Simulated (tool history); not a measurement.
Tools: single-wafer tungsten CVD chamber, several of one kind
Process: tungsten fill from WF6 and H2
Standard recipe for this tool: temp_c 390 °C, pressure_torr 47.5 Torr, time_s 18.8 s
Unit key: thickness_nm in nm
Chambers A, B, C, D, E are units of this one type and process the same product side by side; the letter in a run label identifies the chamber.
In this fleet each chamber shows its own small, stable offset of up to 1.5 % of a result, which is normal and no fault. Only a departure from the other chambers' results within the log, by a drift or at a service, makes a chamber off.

| run | day | temp_c | pressure_torr | time_s | hours since the last thermocouple change | hours since the last manometer calibration | read-back reference wafer on the same gauge, thickness_nm | thickness_nm |
|---|---|---|---|---|---|---|---|---|
| 1D | 0.204 | 390 | 47.5 | 18.8 | 934.2 | 999.0 | 49.857 | 55.162 |
| 2C | 0.512 | 390 | 47.5 | 18.8 | 1205.0 | 868.3 | 49.887 | 56.539 |
| 3A | 0.783 | 390 | 47.5 | 18.8 | 2032.6 | 1027.6 | 49.928 | 55.376 |
| 4E | 1.008 | 390 | 47.5 | 18.8 | 176.0 | 1755.7 | 49.925 | 55.599 |
| 5B | 1.258 | 390 | 47.5 | 18.8 | 1000.3 | 1536.8 | 49.908 | 56.477 |
| 6E | 1.621 | 390 | 47.5 | 18.8 | 190.7 | 1770.4 | 49.907 | 55.835 |
| 7C | 1.946 | 390 | 47.5 | 18.8 | 1239.4 | 902.7 | 49.877 | 56.126 |
| 8B | 2.275 | 390 | 47.5 | 18.8 | 1024.7 | 1561.2 | 49.914 | 56.628 |
| 9D | 2.596 | 390 | 47.5 | 18.8 | 991.6 | 1056.4 | 49.885 | 55.084 |
| 10A | 2.862 | 390 | 47.5 | 18.8 | 2082.5 | 1077.5 | 49.870 | 55.390 |
| 11E | 3.062 | 390 | 47.5 | 18.8 | 225.3 | 1805.0 | 49.934 | 55.735 |
| 12D | 3.325 | 390 | 47.5 | 18.8 | 1009.1 | 1073.9 | 49.889 | 55.089 |
| 13C | 3.492 | 390 | 47.5 | 18.8 | 1276.5 | 939.8 | 49.937 | 56.010 |
| 14B | 3.854 | 390 | 47.5 | 18.8 | 1062.6 | 1599.1 | 49.865 | 57.092 |
| 15A | 4.033 | 390 | 47.5 | 18.8 | 2110.6 | 1105.6 | 49.916 | 55.098 |
| 16B | 4.242 | 386 | 47.5 | 20.0 | 1071.9 | 1608.4 | 49.901 | 56.196 |
| 17E | 4.425 | 386 | 47.5 | 20.0 | 258.0 | 1837.7 | 49.884 | 54.588 |
| 18A | 4.667 | 386 | 47.5 | 20.0 | 2125.8 | 1120.8 | 49.911 | 54.577 |
| 19C | 4.971 | 386 | 47.5 | 20.0 | 1312.0 | 975.3 | 49.907 | 54.972 |
| 20D | 5.262 | 386 | 47.5 | 20.0 | 1055.6 | 1120.4 | 49.849 | 54.120 |
| 21D | 5.608 | 390 | 47.5 | 17.1 | 1063.9 | 1128.7 | 49.928 | 50.481 |
| 22A | 5.950 | 390 | 47.5 | 17.1 | 2156.6 | 1151.6 | 49.914 | 50.380 |
| 23E | 6.125 | 390 | 47.5 | 17.1 | 298.8 | 1878.5 | 49.858 | 50.889 |
|  | 6.317 | chamber E: capacitance manometer re-zeroed and calibrated |
| 24B | 6.338 | 390 | 47.5 | 17.1 | 1122.2 | 1658.7 | 49.897 | 52.661 |
| 25C | 6.650 | 390 | 47.5 | 17.1 | 1352.3 | 1015.6 | 49.950 | 50.955 |
| 26C | 6.825 | 390 | 47.5 | 18.8 | 1356.5 | 1019.8 | 49.873 | 55.940 |
| 27E | 7.017 | 390 | 47.5 | 18.8 | 320.2 | 16.8 | 49.854 | 55.518 |
| 28A | 7.321 | 390 | 47.5 | 18.8 | 2189.5 | 1184.5 | 49.894 | 55.453 |
| 29B | 7.617 | 390 | 47.5 | 18.8 | 1152.9 | 1689.4 | 49.899 | 58.670 |
| 30D | 7.888 | 390 | 47.5 | 18.8 | 1118.6 | 1183.4 | 49.910 | 54.890 |
| 31A | 8.171 | 390 | 47.5 | 18.8 | 2209.9 | 1204.9 | 49.857 | 55.526 |
| 32D | 8.383 | 390 | 47.5 | 18.8 | 1130.5 | 1195.3 | 49.908 | 55.284 |
| 33B | 8.675 | 390 | 47.5 | 18.8 | 1178.3 | 1714.8 | 49.915 | 59.105 |

Predict what each chamber gives when all 5 of them run the settings below next.
| 34A | 8.946 | 390 | 47.5 | 18.8 |  |  |  | ? |
| 34B | 8.946 | 390 | 47.5 | 18.8 |  |  |  | ? |
| 34C | 8.946 | 390 | 47.5 | 18.8 |  |  |  | ? |
| 34D | 8.946 | 390 | 47.5 | 18.8 |  |  |  | ? |
| 34E | 8.946 | 390 | 47.5 | 18.8 |  |  |  | ? |

| run | thickness_nm |
|---|---|
| 34A | 55.520 |
| 34B | 59.369 |
| 34C | 56.254 |
| 34D | 55.487 |
| 34E | 56.017 |
